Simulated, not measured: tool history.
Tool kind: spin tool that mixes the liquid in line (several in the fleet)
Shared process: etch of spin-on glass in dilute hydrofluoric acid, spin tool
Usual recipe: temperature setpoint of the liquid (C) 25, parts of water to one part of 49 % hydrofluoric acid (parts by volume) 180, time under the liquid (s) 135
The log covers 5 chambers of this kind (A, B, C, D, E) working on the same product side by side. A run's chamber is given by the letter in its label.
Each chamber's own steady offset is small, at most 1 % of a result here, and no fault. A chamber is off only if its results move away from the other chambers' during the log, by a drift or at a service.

run     day  temperature setpoint of the liquid (C)  parts of water to one part of 49 % hydrofluoric acid (parts by volume)  time under the liquid (s)  hours since the thermometer was replaced  hours since the hydrofluoric acid flow meter was replaced  read-back film thickness of the spin-on glass reference wafer, read on the same gauge (nm)  thickness taken off the spin-on glass on a monitor wafer (Å)
 1D   0.358                                      25                                                                     180                        135                                     331.7                                                     1486.5                                                                                      149.98                                                        294.34
      0.612  -- chamber B: hydrofluoric acid flow meter replaced
 2C   0.767                                      25                                                                     180                        135                                    1678.6                                                      749.7                                                                                      150.00                                                        289.28
 3B   1.183                                      25                                                                     180                        135                                     169.9                                                       13.8                                                                                      149.99                                                        290.44
 4A   1.679                                      25                                                                     180                        135                                     430.8                                                      116.1                                                                                      149.99                                                        292.75
 5E   2.042                                      21                                                                     180                        135                                    1428.5                                                     1287.3                                                                                      150.00                                                        245.82
 6D   2.654                                      21                                                                     180                        135                                     386.8                                                     1541.6                                                                                      150.01                                                        247.74
 7E   3.279                                      21                                                                     180                        135                                    1458.2                                                     1317.0                                                                                      150.01                                                        247.98
      3.712  -- chamber C: thermometer replaced
 8A   3.783                                      21                                                                     180                        135                                     481.3                                                      166.6                                                                                      150.00                                                        250.89
 9B   4.400                                      21                                                                     180                        135                                     247.1                                                       91.0                                                                                      149.99                                                        251.04
10C   4.958                                      25                                                                     180                        135                                      30.0                                                      850.3                                                                                      149.98                                                        285.05
11A   5.467                                      25                                                                     180                        135                                     521.7                                                      207.0                                                                                      149.99                                                        292.24
12D   6.088                                      25                                                                     180                        135                                     469.2                                                     1624.0                                                                                      150.01                                                        288.85
13C   6.379                                      25                                                                     180                        135                                      64.1                                                      884.4                                                                                      149.99                                                        288.00
14E   6.717                                      25                                                                     180                        135                                    1540.7                                                     1399.5                                                                                      150.00                                                        290.89
15B   7.329                                      25                                                                     180                        135                                     317.4                                                      161.3                                                                                      149.99                                                        286.31
16C   7.783                                      25                                                                     180                        135                                      97.8                                                      918.1                                                                                      150.00                                                        287.48
17A   8.142                                      25                                                                     180                        135                                     585.9                                                      271.2                                                                                      149.99                                                        295.98
18E   8.496                                      25                                                                     180                        100                                    1583.4                                                     1442.2                                                                                      150.00                                                        209.86
19B   8.992                                      25                                                                     180                        100                                     357.3                                                      201.2                                                                                      150.00                                                        216.40
20D   9.288                                      25                                                                     180                        100                                     546.0                                                     1700.8                                                                                      149.99                                                        212.26
21E   9.921                                      25                                                                     180                        100                                    1617.6                                                     1476.4                                                                                      150.02                                                        208.50
     10.246  -- chamber D: thermometer replaced
22C  10.521                                      25                                                                     180                        100                                     163.5                                                      983.8                                                                                      150.01                                                        214.02
23A  11.112                                      25                                                                     180                        135                                     657.2                                                      342.5                                                                                      150.00                                                        288.78
24B  11.542                                      25                                                                     180                        135                                     418.5                                                      262.4                                                                                      150.01                                                        285.37
25D  12.067                                      25                                                                     240                        135                                      43.8                                                     1767.5                                                                                      150.01                                                        204.25
26B  12.588                                      25                                                                     240                        135                                     443.6                                                      287.5                                                                                      150.02                                                        198.62
27D  13.100                                      25                                                                     240                        135                                      68.6                                                     1792.3                                                                                      150.01                                                        204.98
28A  13.704                                      25                                                                     240                        135                                     719.4                                                      404.7                                                                                      150.01                                                        204.85
29C  14.300                                      25                                                                     240                        135                                     254.2                                                     1074.5                                                                                      149.99                                                        201.61
30E  14.596                                      25                                                                     180                        135                                    1729.8                                                     1588.6                                                                                      150.01                                                        265.09

One chamber off, gauge drift, or nothing amiss beyond the chambers' own small offsets? If it is a chamber, which one, and what is the likeliest cause?

Little by little, chamber E moves away from the other chambers.
What lies behind it: hydrofluoric acid flow below the setpoint (%) = 7.87.
With only this log, it may be confused with: liquid colder than its thermometer reads (K).

Below are 4 candidate recipes for chamber E's next run, each the usual settings with a change, their results shown as question marks. Which of them brings E's results back in line with what the other chambers give on the usual settings?
In-line tolerance around the mean of the other chambers on the usual settings: thickness taken off the spin-on glass on a monitor wafer (Å) 9.90
31E-1  15.071                                      25                                                                     185                        135                                                                                                                                                                                                                                                              ?
31E-2  15.071                                      25                                                                     185                        130                                                                                                                                                                                                                                                              ?
31E-3  15.071                                      25                                                                     175                        140                                                                                                                                                                                                                                                              ?
31E-4  15.071                                      25                                                                     175                        135                                                                                                                                                                                                                                                              ?

On the usual settings, the other chambers give on average: thickness taken off the spin-on glass on a monitor wafer (Å) 289.22
  run  thickness taken off the spin-on glass on a monitor wafer (Å)
31E-1                                                        257.32
31E-2                                                        247.79
31E-3                                                        285.81
31E-4                                                        275.61
The answer is 31E-3, which returns the chamber to within the allowed miss of the others.
